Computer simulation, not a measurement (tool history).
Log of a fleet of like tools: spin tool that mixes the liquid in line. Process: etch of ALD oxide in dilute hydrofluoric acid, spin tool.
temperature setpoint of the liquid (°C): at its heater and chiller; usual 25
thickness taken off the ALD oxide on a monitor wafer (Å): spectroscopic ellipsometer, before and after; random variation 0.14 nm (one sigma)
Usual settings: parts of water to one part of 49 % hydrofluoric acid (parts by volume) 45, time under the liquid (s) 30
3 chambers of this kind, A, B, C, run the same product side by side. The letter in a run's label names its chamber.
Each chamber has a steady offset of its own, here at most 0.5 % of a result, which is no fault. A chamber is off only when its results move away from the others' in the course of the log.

| run | day | temperature setpoint of the liquid (°C) | parts of water to one part of 49 % hydrofluoric acid (parts by volume) | time under the liquid (s) | read-back film thickness of the ALD oxide reference wafer, read on the same gauge (nm) | thickness taken off the ALD oxide on a monitor wafer (Å) |
|---|---|---|---|---|---|---|
| 1C | 0.154 | 25 | 45 | 30 | 89.972 | 181.29 |
| 2B | 0.267 | 25 | 45 | 30 | 90 | 182.42 |
| 3A | 0.446 | 25 | 45 | 30 | 90.005 | 185.5 |
| 4A | 0.596 | 25 | 45 | 30 | 89.971 | 180.69 |
| 5C | 0.838 | 25 | 45 | 30 | 90.002 | 178.55 |
| 6B | 1.046 | 25 | 45 | 30 | 90.017 | 184.42 |
| 7A | 1.179 | 25 | 45 | 30 | 90.01 | 185.84 |
| 8B | 1.4 | 25 | 45 | 30 | 89.977 | 183.66 |
| 9C | 1.638 | 25 | 45 | 30 | 90.016 | 181.85 |
| 10B | 1.754 | 25 | 45 | 30 | 90.015 | 180.19 |
| 11A | 1.942 | 25 | 45 | 30 | 89.959 | 181.34 |
| 12C | 2.071 | 25 | 45 | 30 | 90.017 | 178.94 |
| 13A | 2.312 | 25 | 45 | 30 | 89.943 | 184.26 |
| 14B | 2.425 | 25 | 45 | 30 | 90.022 | 180.71 |
| 15C | 2.667 | 25 | 45 | 30 | 90.009 | 182.26 |
| 16C | 2.917 | 25 | 55 | 15 | 90.017 | 73.088 |
| 17A | 3.104 | 25 | 55 | 15 | 90.058 | 73.926 |
| 18B | 3.283 | 25 | 55 | 15 | 90.036 | 73.69 |
| 19A | 3.462 | 25 | 45 | 30 | 90.008 | 183.12 |
| 20B | 3.654 | 25 | 45 | 30 | 89.997 | 184.04 |
| 21C | 3.9 | 25 | 45 | 30 | 90.006 | 178.36 |
| 22C | 4.029 | 25 | 60 | 50 | 90.034 | 223.84 |
| 23A | 4.171 | 25 | 60 | 50 | 90 | 226.14 |
| 24B | 4.329 | 25 | 60 | 50 | 90.017 | 227.78 |
| 25A | 4.471 | 25 | 45 | 30 | 89.959 | 183.46 |
| 26B | 4.658 | 25 | 45 | 30 | 90.041 | 184.49 |
| 27C | 4.771 | 25 | 45 | 30 | 89.989 | 183.23 |
| 28A | 4.883 | 25 | 45 | 30 | 89.965 | 180.94 |
| 29B | 5.004 | 25 | 45 | 30 | 90.031 | 183.2 |

Is one chamber off against the others, does the gauge drift, or is nothing wrong? If a chamber is off, say which, and what the likeliest cause is.

No chamber stands off beyond its own small offset, and the gauge holds steady.
